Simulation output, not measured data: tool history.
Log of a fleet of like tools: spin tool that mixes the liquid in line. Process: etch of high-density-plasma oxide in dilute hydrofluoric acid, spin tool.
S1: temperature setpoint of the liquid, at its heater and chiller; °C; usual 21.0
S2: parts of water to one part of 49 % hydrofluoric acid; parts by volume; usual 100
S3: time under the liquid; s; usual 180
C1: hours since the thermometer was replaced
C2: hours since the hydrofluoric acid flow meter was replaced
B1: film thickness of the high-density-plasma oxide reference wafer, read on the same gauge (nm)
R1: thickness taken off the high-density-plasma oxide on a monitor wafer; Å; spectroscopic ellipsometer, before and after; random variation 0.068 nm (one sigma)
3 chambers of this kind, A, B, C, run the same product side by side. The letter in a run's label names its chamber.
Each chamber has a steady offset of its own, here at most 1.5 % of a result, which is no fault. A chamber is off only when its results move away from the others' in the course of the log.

run 1A hour=9.0 | S1=21.0 S2=100 S3=180 | C1=1825.7 C2=310.4 | B1=40.001 | R1=81.005
run 2C hour=19.3 | S1=21.0 S2=100 S3=180 | C1=57.1 C2=220.3 | B1=40.014 | R1=82.290
run 3B hour=27.2 | S1=21.0 S2=100 S3=180 | C1=479.0 C2=470.8 | B1=39.978 | R1=81.547
run 4B hour=35.4 | S1=21.0 S2=100 S3=180 | C1=487.2 C2=479.0 | B1=39.974 | R1=80.905
run 5A hour=41.3 | S1=21.0 S2=100 S3=180 | C1=1858.0 C2=342.7 | B1=40.013 | R1=81.723
run 6C hour=47.6 | S1=21.0 S2=100 S3=180 | C1=85.4 C2=248.6 | B1=40.009 | R1=79.732
run 7A hour=56.2 | S1=21.0 S2=75 S3=180 | C1=1872.9 C2=357.6 | B1=40.018 | R1=112.190
run 8C hour=65.6 | S1=21.0 S2=75 S3=180 | C1=103.4 C2=266.6 | B1=39.961 | R1=111.500
run 9B hour=72.2 | S1=21.0 S2=75 S3=180 | C1=524.0 C2=515.8 | B1=39.957 | R1=111.130
run 10B hour=82.5 | S1=21.0 S2=100 S3=180 | C1=534.3 C2=526.1 | B1=39.983 | R1=80.888
run 11A hour=91.3 | S1=21.0 S2=100 S3=180 | C1=1908.0 C2=392.7 | B1=39.990 | R1=81.529
run 12C hour=100.3 | S1=21.0 S2=100 S3=180 | C1=138.1 C2=301.3 | B1=40.016 | R1=79.840
run 13B hour=105.1 | S1=21.0 S2=100 S3=180 | C1=556.9 C2=548.7 | B1=40.021 | R1=81.071
run 14C hour=115.0 | S1=21.0 S2=100 S3=180 | C1=152.8 C2=316.0 | B1=39.983 | R1=79.213
run 15A hour=122.5 | S1=21.0 S2=100 S3=180 | C1=1939.2 C2=423.9 | B1=39.981 | R1=82.933
run 16B hour=131.6 | S1=21.0 S2=100 S3=180 | C1=583.4 C2=575.2 | B1=39.974 | R1=82.396
run 17C hour=140.2 | S1=21.0 S2=100 S3=180 | C1=178.0 C2=341.2 | B1=39.995 | R1=79.498
run 18A hour=148.1 | S1=24.0 S2=100 S3=145 | C1=1964.8 C2=449.5 | B1=39.971 | R1=73.606
run 19B hour=157.4 | S1=24.0 S2=100 S3=145 | C1=609.2 C2=601.0 | B1=40.000 | R1=73.041
run 20C hour=168.0 | S1=24.0 S2=100 S3=145 | C1=205.8 C2=369.0 | B1=40.003 | R1=70.317
run 21A hour=176.0 | S1=21.0 S2=100 S3=180 | C1=1992.7 C2=477.4 | B1=39.965 | R1=82.692
run 22A hour=186.1 | S1=21.0 S2=100 S3=180 | C1=2002.8 C2=487.5 | B1=40.001 | R1=81.656
run 23C hour=194.9 | S1=21.0 S2=100 S3=180 | C1=232.7 C2=395.9 | B1=39.970 | R1=78.574
run 24B hour=205.3 | S1=21.0 S2=100 S3=180 | C1=657.1 C2=648.9 | B1=40.015 | R1=81.564
run 25A hour=215.4 | S1=21.0 S2=100 S3=180 | C1=2032.1 C2=516.8 | B1=40.009 | R1=81.798
run 26B hour=222.8 | S1=21.0 S2=100 S3=180 | C1=674.6 C2=666.4 | B1=39.991 | R1=80.590
run 27C hour=227.9 | S1=21.0 S2=100 S3=180 | C1=265.7 C2=428.9 | B1=39.993 | R1=76.869
run 28A hour=233.2 | S1=17.5 S2=75 S3=180 | C1=2049.9 C2=534.6 | B1=40.001 | R1=98.045

Is one chamber off against the others, does the gauge drift, or is nothing wrong? If a chamber is off, say which, and what the likeliest cause is.

Chamber C drifts away from the others.
Cause: hydrofluoric acid flow below the setpoint (%) = 3.89.
The log may not tell that from: liquid colder than its thermometer reads (K).

Here are 4 candidates for chamber C's next run, each the usual settings with a change, their results left as question marks. Which one brings its results back in line with what the others give on the usual settings?
In line means no further than this from the other chambers' mean on the usual settings: R1 2.400 Å
run 29C-1 hour=240.9 | S1=21.0 S2=95 S3=180 | R1=?
run 29C-2 hour=240.9 | S1=21.0 S2=100 S3=160 | R1=?
run 29C-3 hour=240.9 | S1=21.0 S2=90 S3=180 | R1=?
run 29C-4 hour=240.9 | S1=21.0 S2=100 S3=170 | R1=?

The other chambers' mean on the usual settings: R1 81.784 Å
run=29C-1 R1=82.652
run=29C-2 R1=69.345
run=29C-3 R1=87.819
run=29C-4 R1=73.679
29C-1 brings the chamber back in line.
